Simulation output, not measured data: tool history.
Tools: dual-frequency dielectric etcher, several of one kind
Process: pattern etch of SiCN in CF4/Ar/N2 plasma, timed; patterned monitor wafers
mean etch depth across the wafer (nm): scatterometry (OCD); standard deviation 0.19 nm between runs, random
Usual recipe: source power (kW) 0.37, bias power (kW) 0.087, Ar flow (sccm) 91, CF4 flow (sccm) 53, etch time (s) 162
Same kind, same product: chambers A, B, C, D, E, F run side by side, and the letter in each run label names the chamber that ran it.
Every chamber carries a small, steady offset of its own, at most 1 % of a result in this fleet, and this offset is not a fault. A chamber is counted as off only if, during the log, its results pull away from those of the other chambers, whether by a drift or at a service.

run   hour  source power (kW)  bias power (kW)  Ar flow (sccm)  CF4 flow (sccm)  etch time (s)  read-back reference wafer on the same gauge, depth_nm  mean etch depth across the wafer (nm)
 1D    9.6               0.37            0.087              91               53            162                                                 107.03                                  123.9
 2C   20.7               0.37            0.087              91               53            162                                                 107.04                                 121.75
 3B   27.6               0.37            0.087              91               53            162                                                 107.04                                 123.19
 4A   35.2               0.37            0.087              91               53            162                                                 107.05                                 122.62
      41.4  -- chamber A: Ar flow controller replaced
 5F   41.7               0.37            0.087              91               53            162                                                    107                                 123.22
 6E   51.6               0.37            0.087              91               53            162                                                 107.12                                 123.29
 7F   61.2               0.37            0.087              91               53            162                                                 107.09                                 122.78
 8E   69.5               0.37            0.087              91               53            162                                                 107.14                                 123.06
 9A     76               0.37            0.087              91               53            162                                                 107.17                                 122.69
10C   85.1               0.37            0.087              91               53            162                                                 107.19                                 122.04
11D     92               0.37            0.087              91               53            162                                                 107.15                                 123.97
12B  100.1               0.45            0.087              91               53            126                                                 107.17                                 113.61
13A  107.8               0.45            0.087              91               53            126                                                 107.16                                 113.42
14B  114.2               0.45            0.087              91               53            126                                                  107.2                                 113.53
15F  122.7               0.45            0.087              91               53            126                                                 107.23                                 113.37
16E  129.4               0.45            0.087              91               53            126                                                 107.21                                 114.05
     137.4  -- chamber E: wet clean of the chamber
17D  138.4               0.45            0.087              91               53            126                                                 107.25                                 114.24
18C  148.6               0.37            0.087              91               53            162                                                 107.25                                 122.18
19D  160.1               0.37            0.087              91               53            162                                                 107.26                                 123.91
20E  170.3               0.37            0.087              91               53            162                                                 107.32                                 123.27
21F  175.7               0.37            0.087              91               53            162                                                 107.29                                  123.4
22C  184.3               0.37            0.068              91               49            162                                                 107.34                                 110.33
23A  190.4               0.37            0.068              91               49            162                                                 107.34                                 110.72
24B  199.4               0.37            0.068              91               49            162                                                 107.35                                 111.22
25E  207.5               0.37            0.068              91               49            162                                                 107.38                                 111.61
26C  217.2               0.37            0.068              91               49            162                                                 107.38                                 110.18
27D  226.6               0.37            0.068              91               49            162                                                 107.42                                 112.07
28B  236.4               0.37            0.087              91               53            162                                                 107.41                                 123.23
29A  243.2               0.37            0.087              91               53            162                                                 107.44                                  123.1
     244.5  -- chamber D: bias power generator calibrated
30F  251.1               0.37            0.087              91               53            162                                                 107.47                                 123.15
31C  260.9               0.37            0.087              91               53            162                                                 107.49                                  122.5
32F  267.7               0.37            0.087              91               53            162                                                 107.48                                 123.22
33B  274.4               0.37            0.087              91               53            193                                                 107.51                                 147.33
34E  283.5               0.37            0.087              91               53            193                                                 107.47                                 147.17
35A  290.6               0.37            0.087              91               53            193                                                 107.55                                 146.76
36D  301.7               0.37            0.087              91               53            193                                                 107.51                                 148.28
37C  310.2               0.37            0.087              91               53            193                                                 107.51                                 146.06
     316.8  -- chamber F: wet clean of the chamber
38D  320.4               0.37            0.087              91               53            193                                                 107.54                                 148.53
39F  328.6               0.37            0.087              91               53            162                                                 107.61                                 123.27
40B    339               0.37            0.087              91               53            162                                                 107.57                                 123.47
41E  349.8               0.37            0.087              91               53            162                                                 107.61                                 123.86
42A  356.3               0.37            0.087              91               53            162                                                 107.63                                 122.98
43F  366.6               0.37            0.087              91               53            162                                                 107.65                                 123.68
44D    374               0.37            0.087              91               53            162                                                 107.61                                 124.42

What goes on in this fleet: one chamber off, a drifting gauge, or nothing beyond the chambers' own small offsets? Name the chamber and the cause, if any.

Every chamber seems to shift together because the gauge that measures them all drifts; the chambers themselves are fine.
Most likely cause: gauge reads high (%) = 0.62.
